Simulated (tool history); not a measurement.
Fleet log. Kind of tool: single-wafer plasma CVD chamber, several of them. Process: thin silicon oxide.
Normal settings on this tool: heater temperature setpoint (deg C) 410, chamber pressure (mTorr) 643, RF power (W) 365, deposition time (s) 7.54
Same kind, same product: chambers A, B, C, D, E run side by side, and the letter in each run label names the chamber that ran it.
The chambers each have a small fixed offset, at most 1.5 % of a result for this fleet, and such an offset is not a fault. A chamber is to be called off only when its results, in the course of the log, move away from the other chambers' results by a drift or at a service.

run	hour	heater temperature setpoint (deg C)	chamber pressure (mTorr)	RF power (W)	deposition time (s)	read-back reference wafer on the same gauge, thickness_nm	mean film thickness on the monitor wafer (Å)
1D	4.1	410	643	365	7.54	13.601	118.66
2A	10.3	410	643	365	7.54	13.605	118.27
3C	14	410	643	365	7.54	13.604	120.32
4E	20	410	643	365	7.54	13.608	118.83
5B	25.8	410	643	365	7.54	13.613	118.6
6D	30	410	643	365	7.54	13.61	118.84
7C	34.7	410	643	365	7.54	13.618	120.43
8A	41	397	643	365	8.56	13.621	135.35
9E	46.9	397	643	365	8.56	13.619	136.28
10B	52.4	397	643	365	8.56	13.625	135.54
11C	56.6	397	643	365	8.56	13.625	137.69
12A	60.6	397	643	365	8.56	13.624	135.58
13E	66.5	410	643	365	7.54	13.632	118.98
14D	71.6	410	643	365	7.54	13.631	119.11
15B	75.3	410	643	365	7.54	13.632	118.83
16B	78.5	410	643	365	7.54	13.639	119.2
17A	82.3	410	643	365	7.54	13.639	118.5
18E	86	410	643	365	7.54	13.641	119.15
19D	92.2	410	643	365	7.54	13.637	119.01
20C	97.7	410	643	365	7.54	13.645	120.46
21D	101.6	410	496	365	7.54	13.649	89.521
22A	106.3	410	496	365	7.54	13.647	89.336
23C	109.7	410	496	365	7.54	13.648	90.265
24B	114.5	410	496	365	7.54	13.651	89.255
25E	117.9	410	496	365	7.54	13.65	89.496
26C	123.7	410	643	365	7.54	13.66	120.83
27D	129	410	643	365	7.54	13.658	119.43
# hour 130.4: chamber D: capacitance manometer re-zeroed and calibrated
28B	131.8	410	643	365	7.54	13.662	118.96
29A	136.3	410	643	365	7.54	13.663	118.51
30E	140.5	410	643	365	7.54	13.667	119.68
31C	145.8	410	643	365	7.54	13.667	120.83
32A	150.7	410	643	365	7.54	13.667	118.86
33E	156.2	410	643	365	7.54	13.67	119.27
34D	162.5	410	643	365	7.54	13.669	119.61
35B	167.3	410	643	365	7.54	13.675	119.14
36B	172.2	410	643	365	7.54	13.671	119.04

One chamber off, gauge drift, or nothing amiss beyond the chambers' own small offsets? If it is a chamber, which one, and what is the likeliest cause?

It is the gauge, not a chamber: its drift shows up in every chamber's results at once, and no chamber is off.
What lies behind it: gauge reads high (%) = 0.589.

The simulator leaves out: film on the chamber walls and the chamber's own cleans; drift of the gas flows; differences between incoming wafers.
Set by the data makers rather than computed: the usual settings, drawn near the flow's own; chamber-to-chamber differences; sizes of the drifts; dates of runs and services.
